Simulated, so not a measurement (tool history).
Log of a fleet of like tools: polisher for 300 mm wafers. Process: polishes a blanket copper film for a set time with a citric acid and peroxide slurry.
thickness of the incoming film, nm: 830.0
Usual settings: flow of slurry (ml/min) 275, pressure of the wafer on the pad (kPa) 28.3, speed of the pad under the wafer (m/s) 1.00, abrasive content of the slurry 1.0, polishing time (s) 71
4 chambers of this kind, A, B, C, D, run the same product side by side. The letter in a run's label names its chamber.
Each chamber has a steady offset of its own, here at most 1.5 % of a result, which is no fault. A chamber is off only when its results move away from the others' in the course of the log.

| run | hour | flow of slurry (ml/min) | pressure of the wafer on the pad (kPa) | speed of the pad under the wafer (m/s) | abrasive content of the slurry | polishing time (s) | wafers polished on this pad | hours since the slurry nozzle was cleaned | hours since the head pressure was calibrated | hours since the slurry blender was calibrated | film removed (Å) |
|---|---|---|---|---|---|---|---|---|---|---|---|
|  | 2.2 | chamber A: slurry blender recalibrated |
| 1B | 9.6 | 275 | 28.3 | 1.00 | 1.0 | 71 | 233 | 36.4 | 166.1 | 116.9 | 1756.60 |
| 2D | 15.7 | 275 | 28.3 | 1.00 | 1.0 | 71 | 672 | 399.7 | 872.2 | 107.8 | 1779.80 |
|  | 28.3 | chamber D: slurry blender recalibrated |
| 3A | 28.5 | 275 | 28.3 | 1.00 | 1.0 | 71 | 942 | 407.7 | 1171.3 | 26.3 | 1756.00 |
| 4C | 39.1 | 275 | 28.3 | 1.00 | 1.0 | 71 | 995 | 77.8 | 545.9 | 322.8 | 1770.20 |
|  | 39.5 | chamber D: slurry nozzle cleaned |
|  | 44.5 | chamber C: slurry blender recalibrated |
| 5B | 45.3 | 275 | 28.3 | 1.00 | 0.8 | 71 | 495 | 72.1 | 201.8 | 152.6 | 1686.20 |
| 6A | 51.3 | 275 | 28.3 | 1.00 | 0.8 | 71 | 1109 | 430.5 | 1194.1 | 49.1 | 1684.90 |
| 7C | 63.9 | 275 | 28.3 | 1.00 | 0.8 | 71 | 1178 | 102.6 | 570.7 | 19.5 | 1681.10 |
| 8D | 71.7 | 275 | 28.3 | 1.00 | 0.8 | 71 | 1085 | 32.3 | 928.2 | 43.4 | 1659.20 |
|  | 73.4 | chamber A: worn pad replaced by a new one |
| 9A | 82.1 | 275 | 28.3 | 1.00 | 1.0 | 71 | 64 | 461.3 | 1224.9 | 79.9 | 1780.20 |
| 10C | 90.1 | 275 | 28.3 | 1.00 | 1.0 | 71 | 1371 | 128.8 | 596.9 | 45.7 | 1773.60 |
|  | 99.1 | chamber C: worn pad replaced by a new one |
| 11B | 103.2 | 275 | 28.3 | 1.00 | 1.0 | 71 | 922 | 130.0 | 259.7 | 210.5 | 1766.90 |
| 12D | 113.4 | 275 | 28.3 | 1.00 | 1.0 | 71 | 1392 | 74.0 | 969.9 | 85.1 | 1736.40 |
| 13A | 120.8 | 275 | 28.3 | 1.00 | 1.0 | 71 | 348 | 500.0 | 1263.6 | 118.6 | 1772.50 |
|  | 125.5 | chamber A: head pressure recalibrated |
| 14D | 133.0 | 275 | 28.3 | 1.00 | 1.0 | 71 | 1536 | 93.6 | 989.5 | 104.7 | 1708.90 |
| 15B | 146.1 | 275 | 28.3 | 1.00 | 1.0 | 71 | 1237 | 172.9 | 302.6 | 253.4 | 1776.20 |
|  | 148.4 | chamber C: head pressure recalibrated |
|  | 151.1 | chamber B: worn pad replaced by a new one |
|  | 154.2 | chamber D: slurry blender recalibrated |
| 16C | 155.1 | 275 | 28.3 | 1.00 | 1.0 | 71 | 412 | 193.8 | 6.7 | 110.7 | 1797.90 |
| 17C | 163.1 | 275 | 28.3 | 1.00 | 1.0 | 71 | 471 | 201.8 | 14.7 | 118.7 | 1757.60 |
| 18D | 172.9 | 190 | 28.3 | 1.00 | 1.0 | 71 | 1830 | 133.5 | 1029.4 | 18.8 | 1618.20 |
|  | 174.5 | chamber D: head pressure recalibrated |
| 19A | 181.8 | 190 | 28.3 | 1.00 | 1.0 | 71 | 797 | 561.0 | 56.4 | 179.6 | 1729.70 |
|  | 181.9 | chamber A: slurry blender recalibrated |
| 20B | 193.4 | 190 | 28.3 | 1.00 | 1.0 | 71 | 311 | 220.2 | 349.9 | 300.7 | 1690.70 |
| 21A | 203.2 | 190 | 28.3 | 1.00 | 1.0 | 71 | 955 | 582.4 | 77.8 | 21.4 | 1710.40 |
| 22C | 215.2 | 275 | 28.3 | 1.00 | 1.0 | 71 | 854 | 253.9 | 66.8 | 170.8 | 1804.50 |
| 23D | 222.0 | 275 | 28.3 | 1.00 | 1.0 | 71 | 2191 | 182.6 | 47.5 | 67.9 | 1683.90 |
| 24B | 231.9 | 275 | 28.3 | 1.00 | 1.0 | 71 | 594 | 258.7 | 388.4 | 339.2 | 1741.00 |
| 25A | 238.0 | 275 | 28.3 | 1.00 | 1.0 | 71 | 1211 | 617.2 | 112.6 | 56.2 | 1794.30 |
| 26D | 246.9 | 275 | 28.3 | 1.00 | 1.0 | 71 | 2374 | 207.5 | 72.4 | 92.8 | 1705.50 |
| 27C | 260.1 | 275 | 28.3 | 1.00 | 1.0 | 71 | 1185 | 298.8 | 111.7 | 215.7 | 1792.10 |
| 28B | 271.2 | 275 | 28.3 | 1.00 | 1.0 | 71 | 884 | 298.0 | 427.7 | 378.5 | 1793.60 |
|  | 277.4 | chamber C: worn pad replaced by a new one |
|  | 277.8 | chamber D: slurry blender recalibrated |
| 29D | 279.0 | 275 | 28.3 | 1.00 | 1.0 | 71 | 2611 | 239.6 | 104.5 | 1.2 | 1704.10 |
| 30B | 285.8 | 275 | 28.3 | 1.00 | 1.0 | 71 | 991 | 312.6 | 442.3 | 393.1 | 1781.40 |
|  | 293.5 | chamber A: worn pad replaced by a new one |
| 31C | 297.6 | 275 | 28.3 | 1.00 | 1.0 | 71 | 149 | 336.3 | 149.2 | 253.2 | 1764.20 |
|  | 302.1 | chamber B: slurry blender recalibrated |
|  | 304.0 | chamber B: slurry nozzle cleaned |
| 32A | 310.4 | 275 | 19.3 | 0.68 | 1.0 | 71 | 124 | 689.6 | 185.0 | 128.6 | 844.53 |
| 33A | 323.0 | 275 | 19.3 | 0.68 | 1.0 | 71 | 217 | 702.2 | 197.6 | 141.2 | 840.68 |
|  | 331.0 | chamber A: slurry blender recalibrated |
| 34B | 332.2 | 275 | 19.3 | 0.68 | 1.0 | 71 | 1333 | 28.3 | 488.7 | 30.2 | 823.01 |
| 35D | 338.4 | 275 | 19.3 | 0.68 | 1.0 | 71 | 3048 | 299.0 | 163.9 | 60.6 | 774.75 |
| 36C | 351.6 | 275 | 28.3 | 1.00 | 1.0 | 71 | 546 | 390.3 | 203.2 | 307.2 | 1755.80 |
| 37C | 361.5 | 275 | 28.3 | 1.00 | 1.0 | 71 | 619 | 400.2 | 213.1 | 317.1 | 1753.20 |
|  | 364.7 | chamber B: worn pad replaced by a new one |
| 38B | 374.6 | 275 | 28.3 | 1.00 | 1.0 | 71 | 73 | 70.7 | 531.1 | 72.6 | 1770.90 |
|  | 378.4 | chamber C: slurry blender recalibrated |
| 39A | 381.7 | 275 | 28.3 | 0.84 | 1.0 | 71 | 649 | 760.9 | 256.3 | 50.8 | 1508.30 |
| 40D | 392.2 | 275 | 28.3 | 0.84 | 1.0 | 71 | 3444 | 352.8 | 217.7 | 114.4 | 1373.30 |
| 41D | 404.6 | 275 | 28.3 | 0.84 | 1.0 | 71 | 3535 | 365.2 | 230.1 | 126.8 | 1390.70 |
| 42C | 410.9 | 275 | 28.3 | 0.84 | 1.0 | 71 | 983 | 449.6 | 262.5 | 32.5 | 1507.50 |

All 4 chambers run these settings next. Forecast each chamber's results:
| 43A | 420.4 | 275 | 28.3 | 1.00 | 1.0 | 71 |  |  |  |  | ? |
| 43B | 420.4 | 275 | 28.3 | 1.00 | 1.0 | 71 |  |  |  |  | ? |
| 43C | 420.4 | 275 | 28.3 | 1.00 | 1.0 | 71 |  |  |  |  | ? |
| 43D | 420.4 | 275 | 28.3 | 1.00 | 1.0 | 71 |  |  |  |  | ? |

| run | film removed (Å) |
|---|---|
| 43A | 1785.70 |
| 43B | 1783.00 |
| 43C | 1779.70 |
| 43D | 1609.20 |
